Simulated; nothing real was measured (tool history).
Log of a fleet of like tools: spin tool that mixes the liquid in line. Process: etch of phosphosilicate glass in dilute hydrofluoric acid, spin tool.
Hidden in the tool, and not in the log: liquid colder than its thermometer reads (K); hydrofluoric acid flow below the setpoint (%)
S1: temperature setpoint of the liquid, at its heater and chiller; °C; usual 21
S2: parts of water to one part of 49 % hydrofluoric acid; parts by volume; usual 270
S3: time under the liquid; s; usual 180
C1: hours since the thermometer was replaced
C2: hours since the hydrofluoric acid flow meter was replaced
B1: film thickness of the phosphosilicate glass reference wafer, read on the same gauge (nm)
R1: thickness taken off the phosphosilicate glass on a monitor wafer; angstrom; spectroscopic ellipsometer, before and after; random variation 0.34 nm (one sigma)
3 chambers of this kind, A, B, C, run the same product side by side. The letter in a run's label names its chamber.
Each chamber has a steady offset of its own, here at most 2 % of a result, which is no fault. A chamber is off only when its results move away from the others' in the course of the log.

run 1C hour=2.9 | S1=21 S2=270 S3=180 | C1=264 C2=209.4 | B1=90.031 | R1=353.04
run 2A hour=7.5 | S1=21 S2=270 S3=180 | C1=44.2 C2=697.9 | B1=89.971 | R1=349.1
run 3B hour=10.7 | S1=21 S2=270 S3=180 | C1=552.8 C2=286.5 | B1=89.992 | R1=356.42
run 4B hour=15.3 | S1=21 S2=270 S3=180 | C1=557.4 C2=291.1 | B1=90.005 | R1=353.9
run 5C hour=19.4 | S1=21 S2=270 S3=180 | C1=280.5 C2=225.9 | B1=90.018 | R1=348.14
run 6A hour=23.8 | S1=21 S2=270 S3=180 | C1=60.5 C2=714.2 | B1=89.953 | R1=357.83
run 7C hour=27.5 | S1=21 S2=270 S3=180 | C1=288.6 C2=234 | B1=89.991 | R1=346.99
run 8A hour=30.8 | S1=21 S2=270 S3=180 | C1=67.5 C2=721.2 | B1=89.988 | R1=350.93
run 9B hour=35.7 | S1=21 S2=270 S3=180 | C1=577.8 C2=311.5 | B1=90.012 | R1=356.45
run 10A hour=40.6 | S1=21 S2=270 S3=180 | C1=77.3 C2=731 | B1=89.993 | R1=354.98
run 11C hour=44.5 | S1=19.5 S2=270 S3=240 | C1=305.6 C2=251 | B1=90.018 | R1=428.1
run 12B hour=48.5 | S1=19.5 S2=270 S3=240 | C1=590.6 C2=324.3 | B1=90.006 | R1=453.35
run 13A hour=50.8 | S1=19.5 S2=270 S3=240 | C1=87.5 C2=741.2 | B1=89.985 | R1=440.55
run 14B hour=53.6 | S1=21 S2=270 S3=180 | C1=595.7 C2=329.4 | B1=89.989 | R1=350.83
run 15C hour=58.4 | S1=21 S2=270 S3=180 | C1=319.5 C2=264.9 | B1=90.029 | R1=337.46
run 16B hour=62.3 | S1=21 S2=270 S3=180 | C1=604.4 C2=338.1 | B1=89.991 | R1=350.03
run 17C hour=66.2 | S1=18.5 S2=270 S3=180 | C1=327.3 C2=272.7 | B1=90.052 | R1=310.03
run 18A hour=68.5 | S1=18.5 S2=270 S3=180 | C1=105.2 C2=758.9 | B1=89.945 | R1=318.25
run 19B hour=73 | S1=18.5 S2=270 S3=180 | C1=615.1 C2=348.8 | B1=89.991 | R1=323.71
run 20C hour=76.2 | S1=21 S2=270 S3=180 | C1=337.3 C2=282.7 | B1=90.012 | R1=330.31
run 21A hour=80.7 | S1=21 S2=270 S3=180 | C1=117.4 C2=771.1 | B1=90.006 | R1=352.66
run 22B hour=83.6 | S1=21 S2=270 S3=180 | C1=625.7 C2=359.4 | B1=90.005 | R1=353.38
run 23C hour=87.9 | S1=21 S2=270 S3=180 | C1=349 C2=294.4 | B1=90.006 | R1=328.71
run 24A hour=90.4 | S1=21 S2=270 S3=180 | C1=127.1 C2=780.8 | B1=89.994 | R1=350.75
run 25C hour=92.7 | S1=21 S2=270 S3=180 | C1=353.8 C2=299.2 | B1=89.99 | R1=331.04
run 26B hour=96.4 | S1=18 S2=270 S3=240 | C1=638.5 C2=372.2 | B1=89.984 | R1=424.12
run 27A hour=100.7 | S1=18 S2=270 S3=240 | C1=137.4 C2=791.1 | B1=89.993 | R1=422.46
run 28A hour=104.3 | S1=18 S2=270 S3=240 | C1=141 C2=794.7 | B1=90.006 | R1=419.31
run 29B hour=109.2 | S1=21 S2=270 S3=180 | C1=651.3 C2=385 | B1=89.984 | R1=356.17
run 30C hour=112.2 | S1=21 S2=270 S3=180 | C1=373.3 C2=318.7 | B1=89.987 | R1=322.72
run 31A hour=116.4 | S1=21 S2=270 S3=180 | C1=153.1 C2=806.8 | B1=89.993 | R1=351.69
run 32B hour=119.5 | S1=21 S2=270 S3=180 | C1=661.6 C2=395.3 | B1=89.998 | R1=350.57
run 33C hour=121.8 | S1=17.5 S2=270 S3=275 | C1=382.9 C2=328.3 | B1=89.997 | R1=432.14
run 34C hour=126.2 | S1=17.5 S2=270 S3=275 | C1=387.3 C2=332.7 | B1=89.946 | R1=421.66
run 35A hour=129.2 | S1=17.5 S2=270 S3=275 | C1=165.9 C2=819.6 | B1=89.997 | R1=471.14
run 36B hour=133.7 | S1=21 S2=270 S3=180 | C1=675.8 C2=409.5 | B1=89.992 | R1=350.52
run 37A hour=136.8 | S1=21 S2=270 S3=180 | C1=173.5 C2=827.2 | B1=89.997 | R1=351.31
run 38C hour=141.1 | S1=21 S2=400 S3=180 | C1=402.2 C2=347.6 | B1=90.016 | R1=189.62

All 3 chambers run these settings next. Forecast each chamber's results:
run 39A hour=144.6 | S1=21 S2=270 S3=180 | R1=?
run 39B hour=144.6 | S1=21 S2=270 S3=180 | R1=?
run 39C hour=144.6 | S1=21 S2=270 S3=180 | R1=?

run=39A R1=350.1
run=39B R1=358.19
run=39C R1=310.88
